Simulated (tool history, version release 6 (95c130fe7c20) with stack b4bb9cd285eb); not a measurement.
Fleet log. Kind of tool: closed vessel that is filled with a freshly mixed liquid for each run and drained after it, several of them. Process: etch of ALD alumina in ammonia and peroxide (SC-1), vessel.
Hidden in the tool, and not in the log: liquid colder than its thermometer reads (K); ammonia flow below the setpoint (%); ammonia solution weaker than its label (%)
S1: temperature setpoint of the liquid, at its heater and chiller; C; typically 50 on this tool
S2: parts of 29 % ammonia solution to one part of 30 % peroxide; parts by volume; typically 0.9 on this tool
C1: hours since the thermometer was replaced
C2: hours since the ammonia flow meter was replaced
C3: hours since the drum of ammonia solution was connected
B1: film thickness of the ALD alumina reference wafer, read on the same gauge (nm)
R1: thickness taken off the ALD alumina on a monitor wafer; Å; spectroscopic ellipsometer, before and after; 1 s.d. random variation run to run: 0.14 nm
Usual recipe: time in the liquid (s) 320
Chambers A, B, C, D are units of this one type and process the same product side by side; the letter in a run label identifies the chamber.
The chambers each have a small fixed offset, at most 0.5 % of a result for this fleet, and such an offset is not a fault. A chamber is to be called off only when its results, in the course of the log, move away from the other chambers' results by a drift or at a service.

Run 1A, hour 5.3: usual settings; C1 683; C2 1222; C3 122.7; B1 110.01. Result: R1 198.9 Å.
Run 2C, hour 9.2: usual settings; C1 196.4; C2 2284.7; C3 176.5; B1 109.97. Result: R1 200.21 Å.
Run 3B, hour 13.8: usual settings; C1 1273.4; C2 430; C3 614.9; B1 110.02. Result: R1 198.98 Å.
Run 4D, hour 19.3: usual settings; C1 1055.6; C2 839.8; C3 171.5; B1 110.01. Result: R1 199.73 Å.
At hour 21.7: chamber C: ammonia flow meter replaced.
Run 5C, hour 24.9: usual settings; C1 212.1; C2 3.2; C3 192.2; B1 110.01. Result: R1 201.48 Å.
Run 6D, hour 32.1: usual settings but S1 45.5 C, time in the liquid (s) 485; C1 1068.4; C2 852.6; C3 184.3; B1 109.99. Result: R1 236.12 Å.
Run 7A, hour 37.7: usual settings but S1 45.5 C, time in the liquid (s) 485; C1 715.4; C2 1254.4; C3 155.1; B1 110. Result: R1 235.28 Å.
Run 8B, hour 43.3: usual settings but S1 45.5 C, time in the liquid (s) 485; C1 1302.9; C2 459.5; C3 644.4; B1 110. Result: R1 235.19 Å.
Run 9B, hour 48.3: usual settings but S1 45.5 C, time in the liquid (s) 485; C1 1307.9; C2 464.5; C3 649.4; B1 110.01. Result: R1 234.92 Å.
Run 10A, hour 53.1: usual settings; C1 730.8; C2 1269.8; C3 170.5; B1 110.01. Result: R1 200.09 Å.
Run 11C, hour 59.7: usual settings; C1 246.9; C2 38; C3 227; B1 109.99. Result: R1 200.22 Å.
Run 12D, hour 63.5: usual settings; C1 1099.8; C2 884; C3 215.7; B1 109.97. Result: R1 200.2 Å.
At hour 64.2: chamber C: new drum of ammonia solution connected.
Run 13D, hour 68.3: usual settings; C1 1104.6; C2 888.8; C3 220.5; B1 109.98. Result: R1 200.9 Å.
Run 14A, hour 72.4: usual settings but S1 43.5 C; C1 750.1; C2 1289.1; C3 189.8; B1 109.99. Result: R1 141.36 Å.
Run 15C, hour 78.2: usual settings but S1 43.5 C; C1 265.4; C2 56.5; C3 14; B1 110.03. Result: R1 137.99 Å.
Run 16B, hour 84.3: usual settings but S1 43.5 C; C1 1343.9; C2 500.5; C3 685.4; B1 109.98. Result: R1 137.38 Å.
Run 17B, hour 89.1: usual settings but S1 43.5 C; C1 1348.7; C2 505.3; C3 690.2; B1 110. Result: R1 135.35 Å.
Run 18A, hour 93.6: usual settings; C1 771.3; C2 1310.3; C3 211; B1 109.99. Result: R1 197.86 Å.
Run 19D, hour 99.1: usual settings but S2 0.7 parts by volume, time in the liquid (s) 475; C1 1135.4; C2 919.6; C3 251.3; B1 109.96. Result: R1 291.92 Å.
Run 20C, hour 106.6: usual settings but S2 0.7 parts by volume, time in the liquid (s) 475; C1 293.8; C2 84.9; C3 42.4; B1 109.99. Result: R1 291.5 Å.
Run 21B, hour 110.4: usual settings but S2 0.7 parts by volume, time in the liquid (s) 475; C1 1370; C2 526.6; C3 711.5; B1 109.99. Result: R1 283.62 Å.
Run 22C, hour 118: usual settings but S2 0.7 parts by volume, time in the liquid (s) 475; C1 305.2; C2 96.3; C3 53.8; B1 110.06. Result: R1 288.72 Å.
Run 23A, hour 122.1: usual settings; C1 799.8; C2 1338.8; C3 239.5; B1 109.99. Result: R1 196.94 Å.
Run 24D, hour 126.8: usual settings; C1 1163.1; C2 947.3; C3 279; B1 109.96. Result: R1 201.72 Å.
Run 25B, hour 133.9: usual settings; C1 1393.5; C2 550.1; C3 735; B1 110.01. Result: R1 191.77 Å.
Run 26D, hour 140.8: usual settings; C1 1177.1; C2 961.3; C3 293; B1 109.99. Result: R1 200.5 Å.
Run 27C, hour 147.9: usual settings; C1 335.1; C2 126.2; C3 83.7; B1 109.99. Result: R1 199.32 Å.
Run 28A, hour 153.4: usual settings; C1 831.1; C2 1370.1; C3 270.8; B1 110.01. Result: R1 202.18 Å.
Run 29C, hour 160.7: usual settings; C1 347.9; C2 139; C3 96.5; B1 110.04. Result: R1 199.83 Å.
At hour 161.1: chamber D: thermometer replaced.
Run 30B, hour 165.9: usual settings; C1 1425.5; C2 582.1; C3 767; B1 110. Result: R1 191.21 Å.
Run 31A, hour 173.1: usual settings; C1 850.8; C2 1389.8; C3 290.5; B1 109.99. Result: R1 203.61 Å.
Run 32D, hour 177.2: usual settings but time in the liquid (s) 185; C1 16.2; C2 997.7; C3 329.4; B1 110.01. Result: R1 115.96 Å.
Run 33B, hour 182.9: usual settings but time in the liquid (s) 185; C1 1442.5; C2 599.1; C3 784; B1 109.97. Result: R1 111.06 Å.
Run 34D, hour 189.4: usual settings but time in the liquid (s) 185; C1 28.4; C2 1009.9; C3 341.6; B1 110.01. Result: R1 117.72 Å.
Run 35A, hour 196.9: usual settings but time in the liquid (s) 185; C1 874.6; C2 1413.6; C3 314.3; B1 110. Result: R1 115.93 Å.
Run 36C, hour 204.3: usual settings but S1 47 C; C1 391.5; C2 182.6; C3 140.1; B1 109.95. Result: R1 172.25 Å.
Run 37B, hour 208: usual settings but S1 47 C; C1 1467.6; C2 624.2; C3 809.1; B1 109.99. Result: R1 158.73 Å.
Run 38C, hour 211.6: usual settings but S1 47 C; C1 398.8; C2 189.9; C3 147.4; B1 110. Result: R1 167.83 Å.
Run 39A, hour 215.3: usual settings but S1 47 C; C1 893; C2 1432; C3 332.7; B1 109.99. Result: R1 169.24 Å.
Run 40D, hour 221.7: usual settings but S2 1.2 parts by volume, time in the liquid (s) 255; C1 60.7; C2 1042.2; C3 373.9; B1 109.99. Result: R1 163.93 Å.
Run 41B, hour 225.2: usual settings but S2 1.2 parts by volume, time in the liquid (s) 255; C1 1484.8; C2 641.4; C3 826.3; B1 109.97. Result: R1 157.36 Å.
Run 42D, hour 229: usual settings but S2 1.2 parts by volume, time in the liquid (s) 255; C1 68; C2 1049.5; C3 381.2; B1 110.01. Result: R1 165.06 Å.

All 4 chambers run these settings next. Forecast each chamber's results:
Run 43A, hour 234.5: usual settings but time in the liquid (s) 160. Result: R1 ?.
Run 43B, hour 234.5: usual settings but time in the liquid (s) 160. Result: R1 ?.
Run 43C, hour 234.5: usual settings but time in the liquid (s) 160. Result: R1 ?.
Run 43D, hour 234.5: usual settings but time in the liquid (s) 160. Result: R1 ?.

run      R1
43A  101.03
43B  95.208
43C  98.944
43D  101.46
